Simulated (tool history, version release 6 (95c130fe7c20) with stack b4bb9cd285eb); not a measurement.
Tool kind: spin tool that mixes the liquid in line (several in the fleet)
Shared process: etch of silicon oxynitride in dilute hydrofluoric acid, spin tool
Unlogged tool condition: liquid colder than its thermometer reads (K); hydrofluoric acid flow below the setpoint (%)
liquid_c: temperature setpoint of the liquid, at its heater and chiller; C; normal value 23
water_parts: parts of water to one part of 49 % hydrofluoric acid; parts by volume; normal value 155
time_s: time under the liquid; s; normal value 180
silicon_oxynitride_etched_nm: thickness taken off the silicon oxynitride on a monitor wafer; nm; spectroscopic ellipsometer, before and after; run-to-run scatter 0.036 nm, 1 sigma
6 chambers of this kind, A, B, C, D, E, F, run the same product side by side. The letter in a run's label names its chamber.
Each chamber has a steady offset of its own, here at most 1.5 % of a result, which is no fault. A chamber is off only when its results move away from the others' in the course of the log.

run,day,liquid_c,water_parts,time_s,hours since the thermometer was replaced,hours since the hydrofluoric acid flow meter was replaced,"read-back film thickness of the silicon oxynitride reference wafer, read on the same gauge (nm)",silicon_oxynitride_etched_nm
1B,0.104,23,155,180,529.5,1072.5,30.004,3.561
2A,0.204,23,155,180,260.2,1286.1,29.983,3.6445
3E,0.358,23,155,180,474.7,227.2,29.998,3.6099
4F,0.512,23,155,180,2502,2116.3,29.981,3.6402
5D,0.662,23,155,180,442.7,1102.3,29.997,3.6375
6C,0.783,23,155,180,496.1,688.9,29.989,3.6596
7A,0.938,23,155,180,277.8,1303.7,30.007,3.6492
8C,1.112,23,155,180,504,696.8,29.977,3.6089
9D,1.312,23,155,180,458.3,1117.9,30.017,3.5785
10F,1.446,23,155,180,2524.4,2138.7,29.994,3.6312
11B,1.621,23,155,180,565.9,1108.9,30.005,3.603
12E,1.738,23,155,180,507.8,260.3,29.993,3.6181
13F,1.942,23,155,180,2536.3,2150.6,30.004,3.5923
14E,2.167,23,155,180,518.1,270.6,29.998,3.5632
# day 2.329: chamber F: thermometer replaced
15A,2.375,23,155,180,312.3,1338.2,29.996,3.7384
16D,2.554,23,155,180,488.1,1147.7,29.985,3.6086
17B,2.717,23,155,180,592.2,1135.2,30.012,3.628
18C,2.908,23,155,180,547.1,739.9,29.989,3.6321
19D,3.104,24.5,155,235,501.3,1160.9,30.016,5.1635
20B,3.3,24.5,155,235,606.2,1149.2,29.99,5.0635
21C,3.429,24.5,155,235,559.6,752.4,30.012,5.0946
# day 3.454: chamber F: hydrofluoric acid flow meter replaced
22F,3.575,24.5,155,235,30,2.9,30.008,5.0733
23A,3.758,24.5,155,235,345.5,1371.4,30.022,5.1138
24E,3.917,24.5,155,235,560.1,312.6,30.007,5.0002
25B,4.079,21,155,215,624.9,1167.9,29.97,4.0184
# day 4.229: chamber B: hydrofluoric acid flow meter replaced
26A,4.3,21,155,215,358.5,1384.4,29.997,3.9942
27F,4.433,21,155,215,50.6,23.5,30.014,4.0039
28C,4.588,21,155,215,587.4,780.2,30.027,3.8806
29E,4.754,21,155,215,580.2,332.7,30.001,3.8882
30D,4.946,21,155,215,545.5,1205.1,30.003,3.9015
# day 4.975: chamber C: thermometer replaced
31D,5.121,23,155,180,549.7,1209.3,30.012,3.587
32E,5.333,23,155,180,594.1,346.6,30.004,3.469
33A,5.558,23,155,180,388.7,1414.6,29.989,3.7298
34F,5.688,23,155,180,80.7,53.6,29.986,3.6716
35C,5.821,23,155,85,20.3,809.8,29.987,1.7198
36B,5.967,23,155,85,670.2,41.8,30.024,1.7003
37A,6.154,23,155,85,403,1428.9,29.995,1.7392
38B,6.338,23,155,85,679.1,50.7,29.998,1.7392
39C,6.546,23,155,85,37.7,827.2,29.987,1.7079
40E,6.646,23,155,85,625.6,378.1,30.007,1.6325
41D,6.85,23,155,180,591.2,1250.8,29.993,3.6081

Does one chamber stand apart from the rest, does the shared gauge drift, or is all well apart from small per-chamber offsets? Give the chamber and the most likely cause, where there is one.

It is chamber E that slowly wanders off from its peers.
Likeliest cause: liquid colder than its thermometer reads (K) = 1.41.
It could be hard to tell apart here from: hydrofluoric acid flow below the setpoint (%).

Chamber E could run next with any of the 4 candidate recipes listed below; each alters the usual settings, and their results appear as question marks. Which one brings its results back in line with what the other chambers deliver on the usual settings?
Maximum distance from the other chambers' mean on the usual settings for a result to count as in line: silicon_oxynitride_etched_nm 0.13 nm
42E-1,7.012,24.5,155,180,,,,?
42E-2,7.012,23,145,195,,,,?
42E-3,7.012,21.5,155,180,,,,?
42E-4,7.012,23,155,155,,,,?

What the other chambers average on the usual settings: silicon_oxynitride_etched_nm 3.6539 nm
run,silicon_oxynitride_etched_nm
42E-1,3.6402
42E-2,3.9623
42E-3,3.1693
42E-4,2.9263
The right change is 42E-1: it brings the chamber back within the allowed miss of the others.
